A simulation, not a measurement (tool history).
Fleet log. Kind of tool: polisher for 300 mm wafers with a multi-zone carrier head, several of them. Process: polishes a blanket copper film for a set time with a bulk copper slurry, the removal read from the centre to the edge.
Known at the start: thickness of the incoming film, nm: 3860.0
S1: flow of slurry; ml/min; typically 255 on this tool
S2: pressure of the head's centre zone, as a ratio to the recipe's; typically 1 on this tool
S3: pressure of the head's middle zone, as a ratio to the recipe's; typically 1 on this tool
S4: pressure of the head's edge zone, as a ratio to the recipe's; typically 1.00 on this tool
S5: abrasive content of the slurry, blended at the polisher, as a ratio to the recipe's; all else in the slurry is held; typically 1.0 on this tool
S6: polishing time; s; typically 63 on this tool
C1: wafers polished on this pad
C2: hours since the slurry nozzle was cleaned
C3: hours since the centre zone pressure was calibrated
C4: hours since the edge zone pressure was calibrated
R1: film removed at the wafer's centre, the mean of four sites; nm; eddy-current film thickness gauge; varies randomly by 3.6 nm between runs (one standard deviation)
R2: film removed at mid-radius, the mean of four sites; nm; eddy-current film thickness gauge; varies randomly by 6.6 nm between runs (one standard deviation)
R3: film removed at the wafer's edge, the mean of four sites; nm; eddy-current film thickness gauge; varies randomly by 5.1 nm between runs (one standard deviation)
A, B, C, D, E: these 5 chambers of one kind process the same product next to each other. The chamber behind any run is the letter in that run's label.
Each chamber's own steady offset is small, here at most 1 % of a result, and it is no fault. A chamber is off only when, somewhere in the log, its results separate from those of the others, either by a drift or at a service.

run 1D hour=12.3 | S1=255 S2=1 S3=1 S4=1.00 S5=1.0 S6=63 | C1=721 C2=288.4 C3=370.3 C4=216.9 | R1=446.27 R2=442.29 R3=448.70
-- hour=19.5 chamber C: worn pad replaced by a new one
run 2C hour=23.1 | S1=255 S2=1 S3=1 S4=1.00 S5=1.0 S6=63 | C1=39 C2=404.6 C3=467.5 C4=89.4 | R1=436.06 R2=453.62 R3=447.86
run 3A hour=29.4 | S1=255 S2=1 S3=1 S4=1.00 S5=1.0 S6=63 | C1=361 C2=85.0 C3=452.6 C4=1103.1 | R1=451.27 R2=443.95 R3=449.46
run 4B hour=38.2 | S1=255 S2=1 S3=1 S4=1.00 S5=1.0 S6=63 | C1=838 C2=70.5 C3=694.7 C4=721.4 | R1=455.86 R2=436.79 R3=446.16
-- hour=40.9 chamber B: worn pad replaced by a new one
-- hour=44.6 chamber E: worn pad replaced by a new one
run 5E hour=45.6 | S1=255 S2=1 S3=1 S4=1.00 S5=1.0 S6=63 | C1=11 C2=220.7 C3=198.7 C4=474.2 | R1=444.59 R2=455.48 R3=436.65
run 6C hour=51.6 | S1=255 S2=1 S3=1 S4=1.00 S5=1.0 S6=63 | C1=355 C2=433.1 C3=496.0 C4=117.9 | R1=444.42 R2=454.56 R3=450.39
-- hour=54.9 chamber D: worn pad replaced by a new one
run 7D hour=63.9 | S1=255 S2=1 S3=1 S4=1.00 S5=1.0 S6=63 | C1=99 C2=340.0 C3=421.9 C4=268.5 | R1=445.72 R2=446.25 R3=442.44
run 8E hour=72.3 | S1=255 S2=1 S3=1 S4=1.00 S5=1.0 S6=63 | C1=307 C2=247.4 C3=225.4 C4=500.9 | R1=445.13 R2=445.55 R3=444.19
run 9A hour=79.6 | S1=255 S2=1 S3=1 S4=1.00 S5=1.0 S6=63 | C1=917 C2=135.2 C3=502.8 C4=1153.3 | R1=443.84 R2=453.49 R3=447.71
run 10B hour=90.5 | S1=255 S2=1 S3=1 S4=1.00 S5=1.0 S6=63 | C1=549 C2=122.8 C3=747.0 C4=773.7 | R1=451.23 R2=446.78 R3=442.14
-- hour=94.0 chamber C: worn pad replaced by a new one
run 11C hour=97.6 | S1=255 S2=1 S3=1 S4=1.00 S5=1.0 S6=63 | C1=40 C2=479.1 C3=542.0 C4=163.9 | R1=437.18 R2=459.22 R3=444.53
-- hour=102.7 chamber B: worn pad replaced by a new one
run 12B hour=104.6 | S1=255 S2=1 S3=1 S4=1.00 S5=1.0 S6=63 | C1=21 C2=136.9 C3=761.1 C4=787.8 | R1=448.42 R2=453.22 R3=447.72
-- hour=110.2 chamber A: edge zone pressure recalibrated
-- hour=114.9 chamber A: worn pad replaced by a new one
run 13D hour=116.1 | S1=255 S2=1 S3=1 S4=1.00 S5=1.0 S6=63 | C1=677 C2=392.2 C3=474.1 C4=320.7 | R1=442.48 R2=445.87 R3=450.58
-- hour=118.1 chamber E: centre zone pressure recalibrated
run 14A hour=123.8 | S1=255 S2=1 S3=1 S4=1.00 S5=1.0 S6=63 | C1=98 C2=179.4 C3=547.0 C4=13.7 | R1=447.75 R2=433.98 R3=442.65
-- hour=125.7 chamber D: edge zone pressure recalibrated
run 15E hour=131.5 | S1=255 S2=1 S3=1 S4=1.00 S5=1.0 S6=63 | C1=962 C2=306.6 C3=13.5 C4=560.1 | R1=443.48 R2=461.47 R3=451.56
run 16B hour=143.5 | S1=255 S2=1 S3=1 S4=1.00 S5=1.0 S6=63 | C1=452 C2=175.8 C3=800.0 C4=826.7 | R1=445.21 R2=451.17 R3=443.28
run 17C hour=151.5 | S1=255 S2=1 S3=1 S4=1.00 S5=1.0 S6=63 | C1=637 C2=533.0 C3=595.9 C4=217.8 | R1=441.04 R2=449.50 R3=437.23
-- hour=154.8 chamber C: worn pad replaced by a new one
-- hour=157.2 chamber D: worn pad replaced by a new one
run 18A hour=158.9 | S1=255 S2=1 S3=1 S4=1.00 S5=1.0 S6=63 | C1=487 C2=214.5 C3=582.1 C4=48.8 | R1=449.42 R2=442.83 R3=442.10
-- hour=161.1 chamber E: worn pad replaced by a new one
-- hour=161.3 chamber B: centre zone pressure recalibrated
-- hour=167.8 chamber C: slurry nozzle cleaned
run 19E hour=170.2 | S1=255 S2=1 S3=1 S4=1.00 S5=1.0 S6=63 | C1=101 C2=345.3 C3=52.2 C4=598.8 | R1=434.17 R2=436.75 R3=448.34
run 20D hour=178.6 | S1=255 S2=1 S3=1 S4=1.00 S5=1.0 S6=63 | C1=237 C2=454.7 C3=536.6 C4=52.9 | R1=446.72 R2=446.67 R3=444.53
-- hour=178.9 chamber B: worn pad replaced by a new one
run 21E hour=188.8 | S1=255 S2=1 S3=1 S4=1.00 S5=1.0 S6=63 | C1=307 C2=363.9 C3=70.8 C4=617.4 | R1=442.43 R2=448.49 R3=452.96
run 22D hour=201.4 | S1=255 S2=1 S3=1 S4=1.00 S5=1.0 S6=63 | C1=490 C2=477.5 C3=559.4 C4=75.7 | R1=444.22 R2=452.86 R3=441.30
run 23C hour=209.5 | S1=255 S2=1 S3=1 S4=1.00 S5=1.0 S6=63 | C1=605 C2=41.7 C3=653.9 C4=275.8 | R1=440.06 R2=441.05 R3=446.24
-- hour=217.1 chamber C: worn pad replaced by a new one
run 24B hour=217.6 | S1=255 S2=1 S3=1 S4=1.00 S5=1.0 S6=63 | C1=429 C2=249.9 C3=56.4 C4=900.8 | R1=446.79 R2=456.98 R3=442.94
-- hour=226.6 chamber A: worn pad replaced by a new one
run 25A hour=229.7 | S1=255 S2=1 S3=1 S4=1.00 S5=1.0 S6=63 | C1=34 C2=285.3 C3=652.9 C4=119.6 | R1=447.05 R2=448.65 R3=444.75
run 26B hour=240.0 | S1=255 S2=1 S3=1 S4=1.00 S5=1.0 S6=63 | C1=677 C2=272.3 C3=78.8 C4=923.2 | R1=448.76 R2=446.85 R3=435.54
-- hour=247.1 chamber D: worn pad replaced by a new one
run 27C hour=247.8 | S1=255 S2=1 S3=1 S4=1.00 S5=1.0 S6=63 | C1=340 C2=80.0 C3=692.2 C4=314.1 | R1=442.59 R2=448.87 R3=438.85
-- hour=249.9 chamber B: worn pad replaced by a new one
-- hour=250.8 chamber C: edge zone pressure recalibrated
run 28E hour=254.7 | S1=255 S2=1 S3=1 S4=1.00 S5=1.0 S6=63 | C1=1036 C2=429.8 C3=136.7 C4=683.3 | R1=442.34 R2=456.99 R3=447.98
-- hour=262.7 chamber B: edge zone pressure recalibrated
run 29D hour=266.4 | S1=255 S2=1 S3=1 S4=1.00 S5=1.0 S6=63 | C1=214 C2=542.5 C3=624.4 C4=140.7 | R1=448.73 R2=448.10 R3=445.71
run 30A hour=272.2 | S1=255 S2=1 S3=1 S4=1.11 S5=1.0 S6=76 | C1=505 C2=327.8 C3=695.4 C4=162.1 | R1=530.77 R2=533.73 R3=568.99
-- hour=277.7 chamber D: slurry nozzle cleaned
run 31B hour=283.6 | S1=255 S2=1 S3=1 S4=1.11 S5=1.0 S6=76 | C1=373 C2=315.9 C3=122.4 C4=21.0 | R1=534.77 R2=528.00 R3=563.80
-- hour=286.3 chamber E: worn pad replaced by a new one
-- hour=290.2 chamber C: worn pad replaced by a new one
run 32C hour=294.5 | S1=255 S2=1 S3=1 S4=1.11 S5=1.0 S6=76 | C1=48 C2=126.7 C3=738.9 C4=43.8 | R1=536.81 R2=542.51 R3=575.90
run 33E hour=301.3 | S1=255 S2=1 S3=1 S4=1.11 S5=1.0 S6=76 | C1=166 C2=476.4 C3=183.3 C4=729.9 | R1=538.90 R2=536.50 R3=579.98
run 34D hour=312.0 | S1=255 S2=1 S3=1 S4=1.11 S5=1.0 S6=76 | C1=718 C2=34.3 C3=670.0 C4=186.3 | R1=539.00 R2=544.37 R3=555.60
-- hour=316.4 chamber B: worn pad replaced by a new one
run 35A hour=319.5 | S1=255 S2=1 S3=1 S4=1.00 S5=1.0 S6=63 | C1=1028 C2=375.1 C3=742.7 C4=209.4 | R1=443.16 R2=442.37 R3=452.09
run 36A hour=331.5 | S1=255 S2=1 S3=1 S4=1.00 S5=1.0 S6=63 | C1=1161 C2=387.1 C3=754.7 C4=221.4 | R1=447.47 R2=448.26 R3=443.44
run 37B hour=344.5 | S1=255 S2=1 S3=1 S4=1.00 S5=1.0 S6=63 | C1=311 C2=376.8 C3=183.3 C4=81.9 | R1=449.92 R2=443.70 R3=447.65

For the next run the whole fleet of 5 chambers uses the same settings. Give each chamber's results:
run 38A hour=354.1 | S1=255 S2=1 S3=1 S4=1.00 S5=0.9 S6=63 | R1=? R2=? R3=?
run 38B hour=354.1 | S1=255 S2=1 S3=1 S4=1.00 S5=0.9 S6=63 | R1=? R2=? R3=?
run 38C hour=354.1 | S1=255 S2=1 S3=1 S4=1.00 S5=0.9 S6=63 | R1=? R2=? R3=?
run 38D hour=354.1 | S1=255 S2=1 S3=1 S4=1.00 S5=0.9 S6=63 | R1=? R2=? R3=?
run 38E hour=354.1 | S1=255 S2=1 S3=1 S4=1.00 S5=0.9 S6=63 | R1=? R2=? R3=?

run=38A R1=437.33 R2=444.46 R3=435.36
run=38B R1=433.19 R2=436.25 R3=430.03
run=38C R1=434.88 R2=438.70 R3=436.01
run=38D R1=436.91 R2=445.11 R3=429.09
run=38E R1=439.34 R2=433.85 R3=439.50
